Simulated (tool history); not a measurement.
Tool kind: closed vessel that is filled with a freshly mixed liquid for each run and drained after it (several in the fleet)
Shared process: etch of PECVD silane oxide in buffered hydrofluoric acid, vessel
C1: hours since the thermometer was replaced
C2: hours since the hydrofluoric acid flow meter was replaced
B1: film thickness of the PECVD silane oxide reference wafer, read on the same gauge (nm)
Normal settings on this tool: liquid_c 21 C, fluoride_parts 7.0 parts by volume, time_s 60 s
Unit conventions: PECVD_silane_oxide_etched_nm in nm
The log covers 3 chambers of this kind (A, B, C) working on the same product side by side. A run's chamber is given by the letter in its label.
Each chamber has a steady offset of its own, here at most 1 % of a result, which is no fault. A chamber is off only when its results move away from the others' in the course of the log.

run 1C day=0.417 | liquid_c=21 fluoride_parts=7.0 time_s=60 | C1=177.5 C2=1783.1 | B1=150.03 | PECVD_silane_oxide_etched_nm=193.080
run 2A day=0.725 | liquid_c=21 fluoride_parts=7.0 time_s=60 | C1=837.0 C2=1437.5 | B1=150.01 | PECVD_silane_oxide_etched_nm=188.620
run 3B day=1.233 | liquid_c=21 fluoride_parts=7.0 time_s=60 | C1=36.2 C2=110.1 | B1=150.01 | PECVD_silane_oxide_etched_nm=188.540
-- day=1.592 chamber A: hydrofluoric acid flow meter replaced
run 4A day=1.746 | liquid_c=21 fluoride_parts=7.0 time_s=60 | C1=861.5 C2=3.7 | B1=150.06 | PECVD_silane_oxide_etched_nm=191.940
run 5C day=2.158 | liquid_c=21 fluoride_parts=7.0 time_s=60 | C1=219.3 C2=1824.9 | B1=150.02 | PECVD_silane_oxide_etched_nm=190.860
run 6B day=2.392 | liquid_c=21 fluoride_parts=7.0 time_s=60 | C1=64.0 C2=137.9 | B1=150.02 | PECVD_silane_oxide_etched_nm=193.010
run 7A day=2.729 | liquid_c=21 fluoride_parts=7.0 time_s=60 | C1=885.1 C2=27.3 | B1=149.98 | PECVD_silane_oxide_etched_nm=194.160
run 8C day=3.150 | liquid_c=21 fluoride_parts=7.0 time_s=60 | C1=243.1 C2=1848.7 | B1=150.01 | PECVD_silane_oxide_etched_nm=191.860
run 9B day=3.679 | liquid_c=21 fluoride_parts=7.0 time_s=60 | C1=94.9 C2=168.8 | B1=150.02 | PECVD_silane_oxide_etched_nm=190.700
run 10B day=4.075 | liquid_c=21 fluoride_parts=8.5 time_s=35 | C1=104.4 C2=178.3 | B1=149.97 | PECVD_silane_oxide_etched_nm=91.353
run 11A day=4.546 | liquid_c=21 fluoride_parts=8.5 time_s=35 | C1=928.7 C2=70.9 | B1=150.00 | PECVD_silane_oxide_etched_nm=94.257
run 12C day=4.925 | liquid_c=21 fluoride_parts=8.5 time_s=35 | C1=285.7 C2=1891.3 | B1=149.99 | PECVD_silane_oxide_etched_nm=91.498
run 13C day=5.154 | liquid_c=21 fluoride_parts=7.0 time_s=60 | C1=291.2 C2=1896.8 | B1=150.05 | PECVD_silane_oxide_etched_nm=191.310
run 14A day=5.688 | liquid_c=21 fluoride_parts=7.0 time_s=60 | C1=956.1 C2=98.3 | B1=149.99 | PECVD_silane_oxide_etched_nm=198.140
run 15B day=6.100 | liquid_c=21 fluoride_parts=7.0 time_s=60 | C1=153.0 C2=226.9 | B1=150.02 | PECVD_silane_oxide_etched_nm=191.150
run 16B day=6.600 | liquid_c=21 fluoride_parts=7.0 time_s=30 | C1=165.0 C2=238.9 | B1=150.00 | PECVD_silane_oxide_etched_nm=95.308
run 17C day=6.896 | liquid_c=21 fluoride_parts=7.0 time_s=30 | C1=333.0 C2=1938.6 | B1=150.02 | PECVD_silane_oxide_etched_nm=97.009
run 18A day=7.150 | liquid_c=21 fluoride_parts=7.0 time_s=30 | C1=991.2 C2=133.4 | B1=149.97 | PECVD_silane_oxide_etched_nm=102.060
run 19B day=7.679 | liquid_c=21 fluoride_parts=7.0 time_s=60 | C1=190.9 C2=264.8 | B1=150.06 | PECVD_silane_oxide_etched_nm=190.830
run 20A day=8.154 | liquid_c=21 fluoride_parts=7.0 time_s=60 | C1=1015.3 C2=157.5 | B1=150.00 | PECVD_silane_oxide_etched_nm=208.720
run 21C day=8.475 | liquid_c=21 fluoride_parts=7.0 time_s=60 | C1=370.9 C2=1976.5 | B1=149.99 | PECVD_silane_oxide_etched_nm=192.300
run 22B day=8.908 | liquid_c=21 fluoride_parts=7.0 time_s=60 | C1=220.4 C2=294.3 | B1=149.95 | PECVD_silane_oxide_etched_nm=192.560

Is one chamber out of step, is the gauge drifting, or do the chambers differ by no more than their own small offsets? For an off chamber, give its letter and the likeliest cause.

Little by little, chamber A moves away from the other chambers.
Likeliest cause: liquid hotter than its thermometer reads (K) = 1.83.
The log may not tell that from: hydrofluoric acid flow above the setpoint (%).

Here are 4 candidates for chamber A's next run, each the usual settings with a change, their results left as question marks. Which one brings its results back in line with what the others give on the usual settings?
In-line tolerance around the mean of the other chambers on the usual settings: PECVD_silane_oxide_etched_nm 6.200 nm
run 23A-1 day=9.292 | liquid_c=21.0 fluoride_parts=7.5 time_s=55 | PECVD_silane_oxide_etched_nm=?
run 23A-2 day=9.292 | liquid_c=19.0 fluoride_parts=7.0 time_s=60 | PECVD_silane_oxide_etched_nm=?
run 23A-3 day=9.292 | liquid_c=21.5 fluoride_parts=6.5 time_s=65 | PECVD_silane_oxide_etched_nm=?
run 23A-4 day=9.292 | liquid_c=23.0 fluoride_parts=7.0 time_s=60 | PECVD_silane_oxide_etched_nm=?

On the usual settings, the other chambers give on average: PECVD_silane_oxide_etched_nm 191.230 nm
run=23A-1 PECVD_silane_oxide_etched_nm=179.960
run=23A-2 PECVD_silane_oxide_etched_nm=189.620
run=23A-3 PECVD_silane_oxide_etched_nm=251.060
run=23A-4 PECVD_silane_oxide_etched_nm=235.640
The answer is 23A-2, which returns the chamber to within the allowed miss of the others.

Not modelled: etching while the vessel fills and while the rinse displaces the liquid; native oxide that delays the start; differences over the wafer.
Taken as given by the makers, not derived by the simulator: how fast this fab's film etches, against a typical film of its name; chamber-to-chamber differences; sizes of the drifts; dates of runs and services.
